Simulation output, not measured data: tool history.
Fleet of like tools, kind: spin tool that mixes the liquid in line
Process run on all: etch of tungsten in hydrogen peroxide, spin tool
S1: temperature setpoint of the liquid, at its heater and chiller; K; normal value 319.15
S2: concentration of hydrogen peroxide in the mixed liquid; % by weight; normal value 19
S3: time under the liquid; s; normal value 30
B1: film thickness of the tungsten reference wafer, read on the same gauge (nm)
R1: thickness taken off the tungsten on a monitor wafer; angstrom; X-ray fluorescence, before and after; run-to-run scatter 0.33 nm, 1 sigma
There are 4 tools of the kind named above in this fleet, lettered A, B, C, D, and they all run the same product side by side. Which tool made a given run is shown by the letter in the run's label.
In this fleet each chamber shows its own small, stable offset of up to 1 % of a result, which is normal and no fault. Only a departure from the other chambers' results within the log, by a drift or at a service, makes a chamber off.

run 1C hour=4.1 | S1=319.15 S2=19 S3=30 | B1=130 | R1=537.87
run 2A hour=6.8 | S1=319.15 S2=19 S3=30 | B1=129.97 | R1=546.02
run 3B hour=10.7 | S1=319.15 S2=19 S3=30 | B1=130.02 | R1=546.42
run 4D hour=14.2 | S1=319.15 S2=19 S3=30 | B1=130 | R1=547.05
run 5C hour=18.3 | S1=319.15 S2=19 S3=30 | B1=129.99 | R1=546.39
run 6A hour=22.2 | S1=319.15 S2=19 S3=30 | B1=130 | R1=540.67
run 7D hour=24.4 | S1=319.15 S2=19 S3=30 | B1=129.98 | R1=545.54
run 8B hour=28 | S1=319.15 S2=19 S3=30 | B1=130 | R1=543.64
run 9D hour=30.1 | S1=319.15 S2=19 S3=30 | B1=129.98 | R1=544.98
run 10C hour=33.1 | S1=319.15 S2=19 S3=30 | B1=129.98 | R1=543.91
-- hour=36.1 chamber B: new drum of peroxide connected
run 11A hour=37.1 | S1=311.15 S2=19 S3=45 | B1=130.04 | R1=485.59
run 12B hour=40.3 | S1=311.15 S2=19 S3=45 | B1=129.99 | R1=484.49
run 13D hour=43.5 | S1=311.15 S2=19 S3=45 | B1=129.99 | R1=483.81
run 14B hour=46.1 | S1=311.15 S2=19 S3=45 | B1=129.96 | R1=481.97
run 15A hour=50.6 | S1=319.15 S2=19 S3=30 | B1=129.96 | R1=546.15
run 16C hour=53.5 | S1=319.15 S2=19 S3=30 | B1=130.01 | R1=539.48
run 17B hour=56 | S1=319.15 S2=19 S3=30 | B1=130 | R1=535.67
run 18C hour=58.9 | S1=319.15 S2=19 S3=30 | B1=130.02 | R1=547.76
run 19A hour=63.7 | S1=319.15 S2=19 S3=30 | B1=129.99 | R1=546.02
run 20D hour=67.7 | S1=319.15 S2=19 S3=30 | B1=130.01 | R1=547.35
run 21B hour=70.1 | S1=319.15 S2=19 S3=30 | B1=129.99 | R1=538.11
run 22A hour=72.3 | S1=319.15 S2=19 S3=30 | B1=130.03 | R1=546.73
run 23D hour=75 | S1=319.15 S2=19 S3=30 | B1=129.97 | R1=547.1
run 24C hour=79.2 | S1=319.15 S2=19 S3=30 | B1=130 | R1=547.07
run 25C hour=82.9 | S1=319.15 S2=19 S3=30 | B1=130 | R1=541.71
run 26A hour=86.4 | S1=319.15 S2=19 S3=30 | B1=129.99 | R1=540.37
run 27B hour=89.6 | S1=319.15 S2=19 S3=30 | B1=130.01 | R1=521.36
run 28D hour=91.7 | S1=319.15 S2=19 S3=30 | B1=130.01 | R1=545.77
run 29B hour=94.5 | S1=319.15 S2=19 S3=30 | B1=130.02 | R1=520.19
run 30D hour=99.1 | S1=319.15 S2=19 S3=30 | B1=130 | R1=543.54
run 31A hour=103.4 | S1=319.15 S2=19 S3=30 | B1=129.98 | R1=539.7
run 32C hour=107.4 | S1=319.15 S2=19 S3=30 | B1=129.99 | R1=545.67
run 33C hour=112.1 | S1=319.15 S2=19 S3=30 | B1=129.99 | R1=542.14
run 34D hour=114.7 | S1=319.15 S2=19 S3=30 | B1=130.01 | R1=541.03
run 35B hour=117.6 | S1=319.15 S2=19 S3=30 | B1=130 | R1=516.36
run 36A hour=120.1 | S1=319.15 S2=19 S3=30 | B1=130.01 | R1=549.03
run 37A hour=122.8 | S1=319.15 S2=19 S3=30 | B1=130.01 | R1=542.78
run 38C hour=125.8 | S1=319.15 S2=19 S3=30 | B1=129.97 | R1=541.06
run 39B hour=128.2 | S1=319.15 S2=19 S3=30 | B1=129.96 | R1=512.36
run 40D hour=132.2 | S1=319.15 S2=19 S3=30 | B1=130.01 | R1=538.74
run 41B hour=135.2 | S1=319.15 S2=19 S3=30 | B1=130 | R1=508.76
run 42C hour=137.3 | S1=319.15 S2=19 S3=30 | B1=130 | R1=536.65
run 43D hour=140.5 | S1=319.15 S2=19 S3=30 | B1=130.03 | R1=544.1

Decide between three cases: one chamber stands off from its peers, the gauge reading all wafers drifts, or nothing is wrong past each chamber's small offset. Where a chamber is off, say which and what most likely put it there.

Little by little, chamber B moves away from the other chambers.
Cause: temperature lost on the way to the wafer (K) = 1.2.
The log may not separate it from: liquid colder than its thermometer reads (K); peroxide flow below the setpoint (%).

Which of the 4 candidates below, each the usual settings with something changed and its results left as question marks, puts chamber B back in line with what the other chambers give on the usual settings?
In line here means within this much of the mean the other chambers give on the usual settings: R1 11 angstrom
run 44B-1 hour=144 | S1=319.15 S2=24 S3=30 | R1=?
run 44B-2 hour=144 | S1=319.15 S2=22 S3=30 | R1=?
run 44B-3 hour=144 | S1=319.15 S2=16.5 S3=30 | R1=?
run 44B-4 hour=144 | S1=319.15 S2=15 S3=30 | R1=?

On the usual settings, the other chambers give on average: R1 543.41 angstrom
run=44B-1 R1=564.3
run=44B-2 R1=540.56
run=44B-3 R1=469.16
run=44B-4 R1=447.71
With 44B-2, the chamber falls back in line with the rest.
